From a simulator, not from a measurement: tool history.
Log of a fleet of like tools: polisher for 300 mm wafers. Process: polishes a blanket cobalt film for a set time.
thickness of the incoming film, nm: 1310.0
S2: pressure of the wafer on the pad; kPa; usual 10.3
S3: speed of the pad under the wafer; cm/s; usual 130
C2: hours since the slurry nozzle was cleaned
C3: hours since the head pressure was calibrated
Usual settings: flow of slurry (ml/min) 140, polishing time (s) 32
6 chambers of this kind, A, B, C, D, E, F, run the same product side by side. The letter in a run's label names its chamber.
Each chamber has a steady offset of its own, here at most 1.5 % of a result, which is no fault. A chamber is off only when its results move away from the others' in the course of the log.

run 1D day=0.462 | flow_of_slurry_(ml/min)=140 S2=10.3 S3=130 polishing_time_(s)=32 | wafers_polished_on_this_pad=114 C2=585.8 C3=721.3 | film_removed_(nm)=151.27
run 2A day=0.808 | flow_of_slurry_(ml/min)=140 S2=10.3 S3=130 polishing_time_(s)=32 | wafers_polished_on_this_pad=319 C2=615.2 C3=476.6 | film_removed_(nm)=151.6
run 3C day=1.058 | flow_of_slurry_(ml/min)=140 S2=10.3 S3=130 polishing_time_(s)=32 | wafers_polished_on_this_pad=373 C2=176.3 C3=272 | film_removed_(nm)=151.44
-- day=1.317 chamber F: worn pad replaced by a new one
run 4B day=1.442 | flow_of_slurry_(ml/min)=140 S2=10.3 S3=130 polishing_time_(s)=32 | wafers_polished_on_this_pad=325 C2=254.2 C3=277.6 | film_removed_(nm)=155.65
run 5E day=1.675 | flow_of_slurry_(ml/min)=140 S2=10.3 S3=130 polishing_time_(s)=32 | wafers_polished_on_this_pad=399 C2=232.9 C3=415.5 | film_removed_(nm)=156
run 6F day=2.021 | flow_of_slurry_(ml/min)=140 S2=10.3 S3=130 polishing_time_(s)=32 | wafers_polished_on_this_pad=122 C2=231.1 C3=1061.4 | film_removed_(nm)=155.98
run 7E day=2.3 | flow_of_slurry_(ml/min)=140 S2=10.3 S3=130 polishing_time_(s)=32 | wafers_polished_on_this_pad=508 C2=247.9 C3=430.5 | film_removed_(nm)=156.2
-- day=2.512 chamber A: worn pad replaced by a new one
run 8A day=2.533 | flow_of_slurry_(ml/min)=140 S2=10.3 S3=130 polishing_time_(s)=32 | wafers_polished_on_this_pad=4 C2=656.6 C3=518 | film_removed_(nm)=151.94
run 9B day=2.9 | flow_of_slurry_(ml/min)=140 S2=10.3 S3=130 polishing_time_(s)=32 | wafers_polished_on_this_pad=579 C2=289.2 C3=312.6 | film_removed_(nm)=154.02
run 10D day=3.117 | flow_of_slurry_(ml/min)=140 S2=10.3 S3=130 polishing_time_(s)=32 | wafers_polished_on_this_pad=576 C2=649.5 C3=785 | film_removed_(nm)=155.6
run 11F day=3.567 | flow_of_slurry_(ml/min)=140 S2=13.1 S3=102 polishing_time_(s)=32 | wafers_polished_on_this_pad=391 C2=268.2 C3=1098.5 | film_removed_(nm)=153.33
-- day=3.942 chamber E: head pressure recalibrated
run 12C day=3.967 | flow_of_slurry_(ml/min)=140 S2=13.1 S3=102 polishing_time_(s)=32 | wafers_polished_on_this_pad=878 C2=246.1 C3=341.8 | film_removed_(nm)=151.6
-- day=4.004 chamber A: slurry nozzle cleaned
-- day=4.2 chamber C: slurry nozzle cleaned
-- day=4.267 chamber C: worn pad replaced by a new one
run 13C day=4.367 | flow_of_slurry_(ml/min)=140 S2=13.1 S3=102 polishing_time_(s)=32 | wafers_polished_on_this_pad=17 C2=4 C3=351.4 | film_removed_(nm)=150.89
run 14E day=4.708 | flow_of_slurry_(ml/min)=140 S2=13.1 S3=102 polishing_time_(s)=32 | wafers_polished_on_this_pad=926 C2=305.7 C3=18.4 | film_removed_(nm)=167.09
-- day=5.129 chamber B: worn pad replaced by a new one
run 15F day=5.129 | flow_of_slurry_(ml/min)=140 S2=13.1 S3=102 polishing_time_(s)=32 | wafers_polished_on_this_pad=663 C2=305.7 C3=1136 | film_removed_(nm)=153.12
-- day=5.15 chamber E: slurry nozzle cleaned
-- day=5.329 chamber D: slurry nozzle cleaned
run 16D day=5.354 | flow_of_slurry_(ml/min)=140 S2=13.1 S3=102 polishing_time_(s)=32 | wafers_polished_on_this_pad=964 C2=0.6 C3=838.7 | film_removed_(nm)=154.01
run 17B day=5.679 | flow_of_slurry_(ml/min)=140 S2=10.3 S3=130 polishing_time_(s)=32 | wafers_polished_on_this_pad=95 C2=355.9 C3=379.3 | film_removed_(nm)=153.87
-- day=5.754 chamber A: worn pad replaced by a new one
run 18A day=6.058 | flow_of_slurry_(ml/min)=140 S2=10.3 S3=130 polishing_time_(s)=32 | wafers_polished_on_this_pad=52 C2=49.4 C3=602.6 | film_removed_(nm)=153.19
run 19F day=6.371 | flow_of_slurry_(ml/min)=140 S2=10.3 S3=130 polishing_time_(s)=32 | wafers_polished_on_this_pad=878 C2=335.5 C3=1165.8 | film_removed_(nm)=153
run 20D day=6.796 | flow_of_slurry_(ml/min)=140 S2=10.3 S3=130 polishing_time_(s)=23 | wafers_polished_on_this_pad=1215 C2=35.2 C3=873.3 | film_removed_(nm)=109.85
-- day=6.904 chamber F: worn pad replaced by a new one
-- day=7.125 chamber B: head pressure recalibrated
-- day=7.129 chamber A: head pressure recalibrated
run 21C day=7.242 | flow_of_slurry_(ml/min)=140 S2=10.3 S3=130 polishing_time_(s)=23 | wafers_polished_on_this_pad=517 C2=73 C3=420.4 | film_removed_(nm)=108.95
-- day=7.308 chamber D: worn pad replaced by a new one
-- day=7.479 chamber F: slurry nozzle cleaned
run 22B day=7.533 | flow_of_slurry_(ml/min)=140 S2=10.3 S3=130 polishing_time_(s)=23 | wafers_polished_on_this_pad=417 C2=400.4 C3=9.9 | film_removed_(nm)=109.68
run 23E day=7.871 | flow_of_slurry_(ml/min)=140 S2=10.3 S3=130 polishing_time_(s)=23 | wafers_polished_on_this_pad=1475 C2=65.3 C3=94.3 | film_removed_(nm)=120.49
-- day=8.129 chamber E: worn pad replaced by a new one
run 24A day=8.188 | flow_of_slurry_(ml/min)=140 S2=10.3 S3=130 polishing_time_(s)=23 | wafers_polished_on_this_pad=422 C2=100.5 C3=25.4 | film_removed_(nm)=110.69
run 25B day=8.546 | flow_of_slurry_(ml/min)=140 S2=10.3 S3=130 polishing_time_(s)=23 | wafers_polished_on_this_pad=593 C2=424.7 C3=34.2 | film_removed_(nm)=111.34
run 26C day=8.962 | flow_of_slurry_(ml/min)=140 S2=10.3 S3=130 polishing_time_(s)=32 | wafers_polished_on_this_pad=816 C2=114.3 C3=461.7 | film_removed_(nm)=153.84
-- day=9.083 chamber A: worn pad replaced by a new one
run 27A day=9.196 | flow_of_slurry_(ml/min)=140 S2=10.3 S3=130 polishing_time_(s)=32 | wafers_polished_on_this_pad=19 C2=124.7 C3=49.6 | film_removed_(nm)=152.98
-- day=9.308 chamber C: worn pad replaced by a new one
run 28F day=9.55 | flow_of_slurry_(ml/min)=140 S2=10.3 S3=102 polishing_time_(s)=32 | wafers_polished_on_this_pad=459 C2=49.8 C3=1242.1 | film_removed_(nm)=121.05
run 29E day=9.904 | flow_of_slurry_(ml/min)=140 S2=10.3 S3=102 polishing_time_(s)=32 | wafers_polished_on_this_pad=308 C2=114.1 C3=143.1 | film_removed_(nm)=130.37
run 30D day=10.179 | flow_of_slurry_(ml/min)=140 S2=10.3 S3=102 polishing_time_(s)=32 | wafers_polished_on_this_pad=498 C2=116.4 C3=954.5 | film_removed_(nm)=118.23
run 31F day=10.412 | flow_of_slurry_(ml/min)=140 S2=10.3 S3=102 polishing_time_(s)=32 | wafers_polished_on_this_pad=609 C2=70.5 C3=1262.8 | film_removed_(nm)=122.8
run 32A day=10.633 | flow_of_slurry_(ml/min)=140 S2=10.3 S3=102 polishing_time_(s)=32 | wafers_polished_on_this_pad=269 C2=159.2 C3=84.1 | film_removed_(nm)=119.81
-- day=10.946 chamber B: worn pad replaced by a new one
run 33C day=11.012 | flow_of_slurry_(ml/min)=140 S2=10.3 S3=102 polishing_time_(s)=32 | wafers_polished_on_this_pad=296 C2=163.5 C3=510.9 | film_removed_(nm)=120.55
run 34E day=11.262 | flow_of_slurry_(ml/min)=140 S2=10.3 S3=130 polishing_time_(s)=26 | wafers_polished_on_this_pad=544 C2=146.7 C3=175.7 | film_removed_(nm)=135.55
run 35D day=11.679 | flow_of_slurry_(ml/min)=140 S2=10.3 S3=130 polishing_time_(s)=26 | wafers_polished_on_this_pad=759 C2=152.4 C3=990.5 | film_removed_(nm)=124.13
run 36B day=11.938 | flow_of_slurry_(ml/min)=140 S2=10.3 S3=130 polishing_time_(s)=26 | wafers_polished_on_this_pad=172 C2=506.1 C3=115.6 | film_removed_(nm)=125.53
run 37F day=12.192 | flow_of_slurry_(ml/min)=140 S2=10.3 S3=130 polishing_time_(s)=26 | wafers_polished_on_this_pad=918 C2=113.2 C3=1305.5 | film_removed_(nm)=126.05
-- day=12.525 chamber C: slurry nozzle cleaned
run 38E day=12.542 | flow_of_slurry_(ml/min)=140 S2=10.3 S3=130 polishing_time_(s)=26 | wafers_polished_on_this_pad=767 C2=177.4 C3=206.4 | film_removed_(nm)=136.71
run 39C day=12.871 | flow_of_slurry_(ml/min)=140 S2=10.3 S3=130 polishing_time_(s)=26 | wafers_polished_on_this_pad=619 C2=8.3 C3=555.5 | film_removed_(nm)=124.56

Next, every chamber runs the same settings. What will each give?
run 40A day=13.208 | flow_of_slurry_(ml/min)=140 S2=10.3 S3=130 polishing_time_(s)=26 | film_removed_(nm)=?
run 40B day=13.208 | flow_of_slurry_(ml/min)=140 S2=10.3 S3=130 polishing_time_(s)=26 | film_removed_(nm)=?
run 40C day=13.208 | flow_of_slurry_(ml/min)=140 S2=10.3 S3=130 polishing_time_(s)=26 | film_removed_(nm)=?
run 40D day=13.208 | flow_of_slurry_(ml/min)=140 S2=10.3 S3=130 polishing_time_(s)=26 | film_removed_(nm)=?
run 40E day=13.208 | flow_of_slurry_(ml/min)=140 S2=10.3 S3=130 polishing_time_(s)=26 | film_removed_(nm)=?
run 40F day=13.208 | flow_of_slurry_(ml/min)=140 S2=10.3 S3=130 polishing_time_(s)=26 | film_removed_(nm)=?

run=40A film_removed_(nm)=124.97
run=40B film_removed_(nm)=124.1
run=40C film_removed_(nm)=124.01
run=40D film_removed_(nm)=124.62
run=40E film_removed_(nm)=135.16
run=40F film_removed_(nm)=124.93
